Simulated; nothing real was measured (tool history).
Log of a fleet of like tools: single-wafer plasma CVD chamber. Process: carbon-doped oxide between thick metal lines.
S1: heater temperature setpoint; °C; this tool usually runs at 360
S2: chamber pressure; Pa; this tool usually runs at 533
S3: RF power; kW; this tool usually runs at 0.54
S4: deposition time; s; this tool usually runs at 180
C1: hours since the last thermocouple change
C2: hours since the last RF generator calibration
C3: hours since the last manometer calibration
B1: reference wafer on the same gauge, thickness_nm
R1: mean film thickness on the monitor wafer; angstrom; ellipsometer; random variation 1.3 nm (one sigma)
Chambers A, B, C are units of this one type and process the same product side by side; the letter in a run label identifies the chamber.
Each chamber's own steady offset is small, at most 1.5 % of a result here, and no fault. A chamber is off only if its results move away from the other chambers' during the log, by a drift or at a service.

{"run": "1A", "day": 0.288, "S1": 360, "S2": 533, "S3": 0.54, "S4": 180, "C1": 339.6, "C2": 321.6, "C3": 87.3, "B1": 782.08, "R1": 8994.3}
{"run": "2B", "day": 0.588, "S1": 360, "S2": 533, "S3": 0.54, "S4": 180, "C1": 1689.5, "C2": 1017, "C3": 1790.2, "B1": 782.54, "R1": 9068.3}
{"run": "3C", "day": 0.929, "S1": 360, "S2": 533, "S3": 0.54, "S4": 180, "C1": 1718.2, "C2": 385.6, "C3": 1732.5, "B1": 782.7, "R1": 8869}
{"run": "4B", "day": 1.171, "S1": 360, "S2": 533, "S3": 0.54, "S4": 180, "C1": 1703.5, "C2": 1031, "C3": 1804.2, "B1": 782.48, "R1": 9056.5}
{"run": "5A", "day": 1.421, "S1": 360, "S2": 533, "S3": 0.54, "S4": 180, "C1": 366.8, "C2": 348.8, "C3": 114.5, "B1": 782.59, "R1": 8995.1}
{"run": "6C", "day": 1.688, "S1": 360, "S2": 533, "S3": 0.54, "S4": 180, "C1": 1736.4, "C2": 403.8, "C3": 1750.7, "B1": 782.79, "R1": 8896.7}
{"run": "7A", "day": 1.867, "S1": 360, "S2": 533, "S3": 0.54, "S4": 180, "C1": 377.5, "C2": 359.5, "C3": 125.2, "B1": 783.03, "R1": 8987.7}
{"run": "8C", "day": 2.017, "S1": 360, "S2": 533, "S3": 0.54, "S4": 180, "C1": 1744.3, "C2": 411.7, "C3": 1758.6, "B1": 783.08, "R1": 8883.3}
{"run": "9B", "day": 2.292, "S1": 360, "S2": 533, "S3": 0.54, "S4": 180, "C1": 1730.4, "C2": 1057.9, "C3": 1831.1, "B1": 783.08, "R1": 9034.6}
{"run": "10C", "day": 2.517, "S1": 360, "S2": 533, "S3": 0.54, "S4": 180, "C1": 1756.3, "C2": 423.7, "C3": 1770.6, "B1": 783.12, "R1": 8878.9}
{"run": "11A", "day": 2.796, "S1": 360, "S2": 533, "S3": 0.54, "S4": 180, "C1": 399.8, "C2": 381.8, "C3": 147.5, "B1": 783.38, "R1": 9006.1}
{"run": "12B", "day": 3.112, "S1": 360, "S2": 533, "S3": 0.54, "S4": 180, "C1": 1750.1, "C2": 1077.6, "C3": 1850.8, "B1": 783.6, "R1": 9087.5}
{"run": "13C", "day": 3.288, "S1": 360, "S2": 533, "S3": 0.54, "S4": 180, "C1": 1774.8, "C2": 442.2, "C3": 1789.1, "B1": 783.75, "R1": 8875.4}
{"run": "14B", "day": 3.583, "S1": 360, "S2": 533, "S3": 0.54, "S4": 180, "C1": 1761.4, "C2": 1088.9, "C3": 1862.1, "B1": 783.74, "R1": 9078.6}
{"run": "15A", "day": 3.904, "S1": 360, "S2": 533, "S3": 0.54, "S4": 180, "C1": 426.4, "C2": 408.4, "C3": 174.1, "B1": 784.02, "R1": 8985.8}
{"run": "16A", "day": 4.1, "S1": 360, "S2": 533, "S3": 0.54, "S4": 180, "C1": 431.1, "C2": 413.1, "C3": 178.8, "B1": 784.09, "R1": 8982.4}
{"run": "17C", "day": 4.254, "S1": 360, "S2": 533, "S3": 0.54, "S4": 180, "C1": 1798, "C2": 465.4, "C3": 1812.3, "B1": 784.29, "R1": 8896.2}
{"run": "18B", "day": 4.529, "S1": 360, "S2": 533, "S3": 0.54, "S4": 180, "C1": 1784.1, "C2": 1111.6, "C3": 1884.8, "B1": 784.31, "R1": 9083.6}
{"run": "19C", "day": 4.7, "S1": 360, "S2": 533, "S3": 0.54, "S4": 180, "C1": 1808.7, "C2": 476.1, "C3": 1823, "B1": 784.24, "R1": 8891.7}
{"run": "20A", "day": 4.912, "S1": 360, "S2": 533, "S3": 0.54, "S4": 202, "C1": 450.6, "C2": 432.6, "C3": 198.3, "B1": 784.22, "R1": 10121}
{"run": "21B", "day": 5.229, "S1": 360, "S2": 533, "S3": 0.54, "S4": 202, "C1": 1800.9, "C2": 1128.4, "C3": 1901.6, "B1": 784.88, "R1": 10193}
{"day": 5.275, "done": "chamber B: capacitance manometer re-zeroed and calibrated"}
{"run": "22A", "day": 5.546, "S1": 360, "S2": 533, "S3": 0.54, "S4": 202, "C1": 465.8, "C2": 447.8, "C3": 213.5, "B1": 784.67, "R1": 10117}
{"run": "23B", "day": 5.75, "S1": 360, "S2": 533, "S3": 0.54, "S4": 180, "C1": 1813.4, "C2": 1140.9, "C3": 11.5, "B1": 785.1, "R1": 9082.4}
{"run": "24C", "day": 6.079, "S1": 360, "S2": 533, "S3": 0.54, "S4": 180, "C1": 1841.8, "C2": 509.2, "C3": 1856.1, "B1": 784.65, "R1": 8883.8}
{"run": "25C", "day": 6.392, "S1": 360, "S2": 533, "S3": 0.54, "S4": 180, "C1": 1849.3, "C2": 516.7, "C3": 1863.6, "B1": 785.27, "R1": 8895.7}
{"run": "26A", "day": 6.629, "S1": 360, "S2": 533, "S3": 0.54, "S4": 180, "C1": 491.8, "C2": 473.8, "C3": 239.5, "B1": 785.06, "R1": 9030.2}
{"run": "27B", "day": 6.962, "S1": 369, "S2": 533, "S3": 0.58, "S4": 180, "C1": 1842.5, "C2": 1170, "C3": 40.6, "B1": 785.77, "R1": 9309.1}
{"run": "28C", "day": 7.233, "S1": 369, "S2": 533, "S3": 0.58, "S4": 180, "C1": 1869.5, "C2": 536.9, "C3": 1883.8, "B1": 785.51, "R1": 9131.2}
{"run": "29A", "day": 7.454, "S1": 369, "S2": 533, "S3": 0.58, "S4": 180, "C1": 511.6, "C2": 493.6, "C3": 259.3, "B1": 785.59, "R1": 9233.1}
{"run": "30B", "day": 7.788, "S1": 360, "S2": 533, "S3": 0.54, "S4": 180, "C1": 1862.3, "C2": 1189.8, "C3": 60.4, "B1": 785.9, "R1": 9107.4}
{"run": "31C", "day": 8.025, "S1": 360, "S2": 533, "S3": 0.54, "S4": 180, "C1": 1888.5, "C2": 555.9, "C3": 1902.8, "B1": 786.36, "R1": 8910.6}
{"run": "32B", "day": 8.362, "S1": 360, "S2": 533, "S3": 0.54, "S4": 180, "C1": 1876.1, "C2": 1203.6, "C3": 74.2, "B1": 786.28, "R1": 9110}
{"run": "33A", "day": 8.546, "S1": 360, "S2": 533, "S3": 0.54, "S4": 180, "C1": 537.8, "C2": 519.8, "C3": 285.5, "B1": 786.47, "R1": 9041.6}
{"run": "34B", "day": 8.804, "S1": 360, "S2": 533, "S3": 0.54, "S4": 180, "C1": 1886.7, "C2": 1214.2, "C3": 84.8, "B1": 786.23, "R1": 9084.7}

Does one chamber stand apart from the rest, does the shared gauge drift, or is all well apart from small per-chamber offsets? Give the chamber and the most likely cause, where there is one.

No chamber is off; the gauge reading every chamber's wafers drifts, which makes the whole fleet appear to move together.
What lies behind it: gauge reads high (%) = 0.587.
